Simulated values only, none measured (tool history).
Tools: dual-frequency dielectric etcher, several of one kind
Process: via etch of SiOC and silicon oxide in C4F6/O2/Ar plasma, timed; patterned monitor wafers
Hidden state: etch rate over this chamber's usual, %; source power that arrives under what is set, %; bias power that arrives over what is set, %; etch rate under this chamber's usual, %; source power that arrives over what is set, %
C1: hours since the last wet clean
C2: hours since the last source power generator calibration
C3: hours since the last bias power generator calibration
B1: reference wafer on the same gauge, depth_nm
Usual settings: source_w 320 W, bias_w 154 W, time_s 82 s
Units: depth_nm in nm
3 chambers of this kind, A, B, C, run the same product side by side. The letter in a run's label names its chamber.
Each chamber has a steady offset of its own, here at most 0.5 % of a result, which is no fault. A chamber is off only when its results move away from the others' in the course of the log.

run 1B hour=7.4 | source_w=320 bias_w=154 time_s=82 | C1=490.4 C2=1691.8 C3=542.4 | B1=66.001 | depth_nm=80.517
run 2A hour=14.1 | source_w=320 bias_w=154 time_s=82 | C1=133.5 C2=1583 C3=378.1 | B1=65.999 | depth_nm=80.869
run 3C hour=19.4 | source_w=320 bias_w=154 time_s=82 | C1=66.1 C2=1654.1 C3=144.2 | B1=66.07 | depth_nm=80.13
run 4B hour=26.7 | source_w=320 bias_w=154 time_s=82 | C1=509.7 C2=1711.1 C3=561.7 | B1=66.011 | depth_nm=80.319
run 5A hour=35.2 | source_w=320 bias_w=154 time_s=82 | C1=154.6 C2=1604.1 C3=399.2 | B1=66.025 | depth_nm=80.829
run 6C hour=45.2 | source_w=320 bias_w=154 time_s=82 | C1=91.9 C2=1679.9 C3=170 | B1=66.018 | depth_nm=81.223
run 7B hour=54.8 | source_w=320 bias_w=154 time_s=82 | C1=537.8 C2=1739.2 C3=589.8 | B1=66.001 | depth_nm=80.561
run 8C hour=62.9 | source_w=320 bias_w=137 time_s=82 | C1=109.6 C2=1697.6 C3=187.7 | B1=65.997 | depth_nm=78.03
run 9A hour=72.5 | source_w=320 bias_w=137 time_s=82 | C1=191.9 C2=1641.4 C3=436.5 | B1=66.018 | depth_nm=78.317
run 10A hour=80.6 | source_w=320 bias_w=137 time_s=82 | C1=200 C2=1649.5 C3=444.6 | B1=66.084 | depth_nm=78.103
run 11C hour=91.8 | source_w=320 bias_w=154 time_s=82 | C1=138.5 C2=1726.5 C3=216.6 | B1=66.024 | depth_nm=80.788
run 12B hour=98.1 | source_w=320 bias_w=154 time_s=82 | C1=581.1 C2=1782.5 C3=633.1 | B1=66.017 | depth_nm=80.448
run 13C hour=107.3 | source_w=320 bias_w=154 time_s=82 | C1=154 C2=1742 C3=232.1 | B1=66.021 | depth_nm=81.04
-- hour=109.4 chamber B: wet clean of the chamber
run 14B hour=118.5 | source_w=320 bias_w=154 time_s=82 | C1=9.2 C2=1802.9 C3=653.5 | B1=66.007 | depth_nm=78.803
run 15A hour=129.7 | source_w=320 bias_w=154 time_s=82 | C1=249.1 C2=1698.6 C3=493.7 | B1=66.032 | depth_nm=81.286
run 16C hour=137.4 | source_w=320 bias_w=154 time_s=82 | C1=184.1 C2=1772.1 C3=262.2 | B1=65.998 | depth_nm=81.137
run 17A hour=146.6 | source_w=320 bias_w=154 time_s=82 | C1=266 C2=1715.5 C3=510.6 | B1=65.953 | depth_nm=80.756
run 18B hour=157.6 | source_w=320 bias_w=154 time_s=82 | C1=48.3 C2=1842 C3=692.6 | B1=66.057 | depth_nm=78.166
run 19B hour=168 | source_w=320 bias_w=154 time_s=82 | C1=58.7 C2=1852.4 C3=703 | B1=66.004 | depth_nm=78.731
run 20A hour=175.2 | source_w=320 bias_w=154 time_s=82 | C1=294.6 C2=1744.1 C3=539.2 | B1=65.991 | depth_nm=80.783
run 21C hour=181.4 | source_w=320 bias_w=154 time_s=82 | C1=228.1 C2=1816.1 C3=306.2 | B1=66.04 | depth_nm=80.456
run 22A hour=189.8 | source_w=320 bias_w=154 time_s=82 | C1=309.2 C2=1758.7 C3=553.8 | B1=65.964 | depth_nm=81.462
run 23C hour=200.5 | source_w=320 bias_w=154 time_s=82 | C1=247.2 C2=1835.2 C3=325.3 | B1=65.97 | depth_nm=80.118
run 24B hour=209.5 | source_w=320 bias_w=154 time_s=82 | C1=100.2 C2=1893.9 C3=744.5 | B1=65.986 | depth_nm=78.409

Is one chamber off against the others, does the gauge drift, or is nothing wrong? If a chamber is off, say which, and what the likeliest cause is.

A service left chamber B off against the others.
Cause: etch rate under this chamber's usual, % = 2.53.

Here are 4 candidates for chamber B's next run, each the usual settings with a change, their results left as question marks. Which one brings its results back in line with what the others give on the usual settings?
In line means no further than this from the other chambers' mean on the usual settings: depth_nm 0.87 nm
run 25B-1 hour=217.6 | source_w=320 bias_w=154 time_s=77.5 | depth_nm=?
run 25B-2 hour=217.6 | source_w=320 bias_w=154 time_s=80 | depth_nm=?
run 25B-3 hour=217.6 | source_w=320 bias_w=168 time_s=82 | depth_nm=?
run 25B-4 hour=217.6 | source_w=370 bias_w=154 time_s=82 | depth_nm=?

The other chambers' mean on the usual settings: depth_nm 80.806 nm
run=25B-1 depth_nm=74.372
run=25B-2 depth_nm=76.771
run=25B-3 depth_nm=80.932
run=25B-4 depth_nm=83.269
25B-3 brings the chamber back in line.
